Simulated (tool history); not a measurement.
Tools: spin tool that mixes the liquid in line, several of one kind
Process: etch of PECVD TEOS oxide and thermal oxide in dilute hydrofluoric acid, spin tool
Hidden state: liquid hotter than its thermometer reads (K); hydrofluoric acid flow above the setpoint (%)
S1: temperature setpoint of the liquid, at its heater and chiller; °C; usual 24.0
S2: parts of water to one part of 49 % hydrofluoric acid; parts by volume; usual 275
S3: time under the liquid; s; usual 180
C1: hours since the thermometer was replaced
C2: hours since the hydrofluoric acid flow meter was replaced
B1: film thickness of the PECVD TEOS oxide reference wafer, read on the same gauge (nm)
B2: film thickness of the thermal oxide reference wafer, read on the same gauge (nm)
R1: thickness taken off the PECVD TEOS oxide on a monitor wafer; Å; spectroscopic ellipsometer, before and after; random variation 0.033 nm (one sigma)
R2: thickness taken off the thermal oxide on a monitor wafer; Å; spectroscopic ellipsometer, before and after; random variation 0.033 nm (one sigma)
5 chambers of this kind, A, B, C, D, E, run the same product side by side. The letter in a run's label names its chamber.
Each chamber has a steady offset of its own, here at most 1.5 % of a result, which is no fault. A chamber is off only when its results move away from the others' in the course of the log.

run	hour	S1	S2	S3	C1	C2	B1	B2	R1	R2
1C	9.9	24.0	275	180	260.0	1166.4	30.019	99.980	50.716	25.108
2B	16.9	24.0	275	180	1297.7	874.7	30.018	99.988	50.253	24.730
3A	27.9	24.0	275	180	845.8	1295.7	29.982	99.966	49.993	25.632
4D	37.6	24.0	275	180	109.3	876.3	30.008	99.997	49.759	25.105
5E	45.5	24.0	275	100	359.6	1341.9	30.004	99.994	28.024	13.636
6C	50.9	24.0	275	100	301.0	1207.4	30.015	99.998	28.114	13.960
7B	59.9	24.0	275	100	1340.7	917.7	29.990	99.989	27.921	13.976
8D	67.5	24.0	275	100	139.2	906.2	29.991	100.000	27.394	14.244
9A	77.9	24.0	275	100	895.8	1345.7	29.988	99.986	28.163	13.972
10E	85.6	24.0	275	180	399.7	1382.0	30.001	99.995	50.925	25.225
# hour 87.0: chamber B: thermometer replaced
11A	94.8	24.0	275	180	912.7	1362.6	30.004	100.020	50.919	25.060
12B	102.8	24.0	145	125	15.8	960.6	29.979	99.997	76.786	37.456
13C	113.7	24.0	145	125	363.8	1270.2	30.000	99.949	78.114	38.578
14E	118.7	24.0	145	125	432.8	1415.1	29.989	100.000	75.753	36.981
15D	127.0	24.0	145	125	198.7	965.7	30.011	100.010	76.829	39.068
16B	134.8	24.0	145	125	47.8	992.6	29.992	100.010	77.199	37.704
17D	139.9	24.0	190	180	211.6	978.6	29.995	100.000	79.507	40.435
18C	144.8	24.0	190	180	394.9	1301.3	30.015	99.987	80.237	40.601
19E	150.0	24.0	190	180	464.1	1446.4	29.991	99.959	79.943	39.093
20A	154.8	24.0	190	180	972.7	1422.6	30.002	100.010	80.600	39.163
21A	161.6	24.0	190	180	979.5	1429.4	29.996	100.000	80.129	39.746
22B	170.0	24.0	275	180	83.0	1027.8	30.003	99.991	50.349	25.272
23E	175.9	24.0	275	180	490.0	1472.3	30.009	99.970	50.782	25.129
24D	181.5	24.0	275	180	253.2	1020.2	29.993	99.980	50.278	25.625
25C	191.1	24.0	275	180	441.2	1347.6	29.999	99.989	50.474	24.813
26C	198.2	24.0	275	180	448.3	1354.7	30.007	99.997	50.599	24.686
27B	204.2	24.0	275	180	117.2	1062.0	30.007	100.000	50.508	24.878
28A	209.8	24.0	275	180	1027.7	1477.6	29.997	100.050	51.325	25.432
29E	219.9	24.0	275	180	534.0	1516.3	30.007	100.000	50.161	24.637
30D	224.9	24.0	275	180	296.6	1063.6	29.997	99.994	49.773	25.142
31C	231.4	24.0	275	180	481.5	1387.9	29.995	100.000	50.462	25.453
32D	239.1	24.0	275	180	310.8	1077.8	29.999	99.998	49.958	25.289
# hour 248.8: chamber E: hydrofluoric acid flow meter replaced
33A	248.8	24.0	275	180	1066.7	1516.6	29.997	99.967	50.696	24.971
34E	258.0	24.0	275	180	572.1	9.2	29.997	100.000	50.749	24.684
35B	265.9	24.0	275	180	178.9	1123.7	30.004	99.996	49.998	25.177
36C	275.4	24.0	275	180	525.5	1431.9	30.024	100.020	50.207	25.945
37E	283.4	24.0	275	180	597.5	34.6	30.019	99.998	50.817	24.757
38B	293.1	24.0	275	180	206.1	1150.9	29.997	100.010	50.610	24.626
39D	302.5	24.0	275	180	374.2	1141.2	29.995	100.030	49.528	25.382

Next, every chamber runs the same settings. What will each give?
40A	310.4	20.5	275	180					?	?
40B	310.4	20.5	275	180					?	?
40C	310.4	20.5	275	180					?	?
40D	310.4	20.5	275	180					?	?
40E	310.4	20.5	275	180					?	?

run	R1	R2
40A	44.621	22.506
40B	44.266	22.161
40C	44.628	21.549
40D	44.128	22.048
40E	44.289	21.938
